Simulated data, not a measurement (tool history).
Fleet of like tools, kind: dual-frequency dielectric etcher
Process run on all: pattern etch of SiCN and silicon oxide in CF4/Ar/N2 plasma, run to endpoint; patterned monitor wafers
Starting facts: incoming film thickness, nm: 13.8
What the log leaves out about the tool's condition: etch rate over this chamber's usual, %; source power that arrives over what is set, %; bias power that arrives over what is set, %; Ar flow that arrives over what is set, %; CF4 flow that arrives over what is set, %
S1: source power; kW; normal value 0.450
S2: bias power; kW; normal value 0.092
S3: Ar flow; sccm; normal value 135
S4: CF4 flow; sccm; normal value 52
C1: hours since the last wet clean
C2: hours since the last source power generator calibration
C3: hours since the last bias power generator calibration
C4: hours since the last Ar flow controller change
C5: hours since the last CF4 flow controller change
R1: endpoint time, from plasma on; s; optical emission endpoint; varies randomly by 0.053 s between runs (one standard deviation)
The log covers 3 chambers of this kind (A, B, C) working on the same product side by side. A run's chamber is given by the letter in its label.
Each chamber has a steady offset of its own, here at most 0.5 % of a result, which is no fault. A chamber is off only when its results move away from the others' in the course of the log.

| run | hour | S1 | S2 | S3 | S4 | C1 | C2 | C3 | C4 | C5 | R1 |
|---|---|---|---|---|---|---|---|---|---|---|---|
| 1A | 7.6 | 0.450 | 0.092 | 135 | 52 | 280.2 | 1586.0 | 635.9 | 1710.7 | 2458.8 | 16.110 |
| 2C | 13.8 | 0.450 | 0.092 | 135 | 52 | 400.0 | 2770.1 | 863.5 | 2580.5 | 2197.1 | 16.120 |
| 3B | 24.6 | 0.450 | 0.092 | 135 | 52 | 87.9 | 612.4 | 3741.3 | 3058.7 | 2455.3 | 16.077 |
| 4B | 33.5 | 0.450 | 0.092 | 135 | 52 | 96.8 | 621.3 | 3750.2 | 3067.6 | 2464.2 | 15.915 |
|  | 37.5 | chamber B: bias power generator calibrated |
| 5C | 43.2 | 0.450 | 0.092 | 135 | 52 | 429.4 | 2799.5 | 892.9 | 2609.9 | 2226.5 | 16.186 |
| 6A | 55.5 | 0.450 | 0.092 | 135 | 52 | 328.1 | 1633.9 | 683.8 | 1758.6 | 2506.7 | 16.123 |
| 7C | 65.8 | 0.450 | 0.092 | 135 | 52 | 452.0 | 2822.1 | 915.5 | 2632.5 | 2249.1 | 16.073 |
| 8B | 76.5 | 0.450 | 0.092 | 135 | 45 | 139.8 | 664.3 | 39.0 | 3110.6 | 2507.2 | 16.348 |
| 9A | 87.9 | 0.450 | 0.092 | 135 | 45 | 360.5 | 1666.3 | 716.2 | 1791.0 | 2539.1 | 16.411 |
| 10C | 98.6 | 0.450 | 0.092 | 135 | 45 | 484.8 | 2854.9 | 948.3 | 2665.3 | 2281.9 | 16.480 |
| 11A | 104.9 | 0.450 | 0.092 | 135 | 52 | 377.5 | 1683.3 | 733.2 | 1808.0 | 2556.1 | 15.990 |
| 12B | 111.2 | 0.450 | 0.092 | 163 | 56 | 174.5 | 699.0 | 73.7 | 3145.3 | 2541.9 | 16.245 |
| 13B | 121.8 | 0.450 | 0.092 | 163 | 56 | 185.1 | 709.6 | 84.3 | 3155.9 | 2552.5 | 16.331 |
| 14A | 132.5 | 0.450 | 0.092 | 163 | 56 | 405.1 | 1710.9 | 760.8 | 1835.6 | 2583.7 | 16.345 |
| 15C | 140.7 | 0.450 | 0.092 | 135 | 52 | 526.9 | 2897.0 | 990.4 | 2707.4 | 2324.0 | 16.165 |
| 16B | 148.2 | 0.500 | 0.092 | 135 | 52 | 211.5 | 736.0 | 110.7 | 3182.3 | 2578.9 | 14.592 |
| 17C | 159.5 | 0.500 | 0.092 | 135 | 52 | 545.7 | 2915.8 | 1009.2 | 2726.2 | 2342.8 | 14.739 |
|  | 161.8 | chamber C: wet clean of the chamber |
| 18A | 170.2 | 0.500 | 0.092 | 135 | 52 | 442.8 | 1748.6 | 798.5 | 1873.3 | 2621.4 | 14.619 |
| 19B | 180.8 | 0.450 | 0.092 | 148 | 57 | 244.1 | 768.6 | 143.3 | 3214.9 | 2611.5 | 16.094 |
|  | 191.6 | chamber A: wet clean of the chamber |
| 20A | 193.0 | 0.450 | 0.092 | 148 | 57 | 1.5 | 1771.4 | 821.3 | 1896.1 | 2644.2 | 16.010 |
| 21C | 203.5 | 0.450 | 0.092 | 148 | 57 | 41.7 | 2959.8 | 1053.2 | 2770.2 | 2386.8 | 15.571 |
| 22C | 210.0 | 0.450 | 0.092 | 135 | 52 | 48.2 | 2966.3 | 1059.7 | 2776.7 | 2393.3 | 15.612 |
| 23B | 219.9 | 0.450 | 0.092 | 153 | 63 | 283.2 | 807.7 | 182.4 | 3254.0 | 2650.6 | 15.865 |
| 24A | 226.8 | 0.450 | 0.092 | 153 | 63 | 35.3 | 1805.2 | 855.1 | 1929.9 | 2678.0 | 15.965 |
| 25B | 234.6 | 0.450 | 0.092 | 153 | 63 | 297.9 | 822.4 | 197.1 | 3268.7 | 2665.3 | 15.930 |
| 26C | 240.7 | 0.450 | 0.092 | 135 | 52 | 78.9 | 2997.0 | 1090.4 | 2807.4 | 2424.0 | 15.650 |
| 27A | 250.4 | 0.450 | 0.092 | 135 | 52 | 58.9 | 1828.8 | 878.7 | 1953.5 | 2701.6 | 16.044 |
| 28B | 260.9 | 0.450 | 0.092 | 135 | 52 | 324.2 | 848.7 | 223.4 | 3295.0 | 2691.6 | 15.931 |
| 29A | 267.7 | 0.450 | 0.092 | 121 | 52 | 76.2 | 1846.1 | 896.0 | 1970.8 | 2718.9 | 15.790 |
| 30C | 278.2 | 0.450 | 0.092 | 121 | 52 | 116.4 | 3034.5 | 1127.9 | 2844.9 | 2461.5 | 15.421 |
| 31C | 284.5 | 0.450 | 0.092 | 121 | 52 | 122.7 | 3040.8 | 1134.2 | 2851.2 | 2467.8 | 15.418 |
| 32A | 294.2 | 0.450 | 0.092 | 150 | 40 | 102.7 | 1872.6 | 922.5 | 1997.3 | 2745.4 | 16.963 |

Each of the 3 chambers runs these same settings next. Fill in every chamber's results:
| 33A | 303.1 | 0.400 | 0.092 | 135 | 52 |  |  |  |  |  | ? |
| 33B | 303.1 | 0.400 | 0.092 | 135 | 52 |  |  |  |  |  | ? |
| 33C | 303.1 | 0.400 | 0.092 | 135 | 52 |  |  |  |  |  | ? |

| run | R1 |
|---|---|
| 33A | 17.699 |
| 33B | 17.860 |
| 33C | 17.339 |
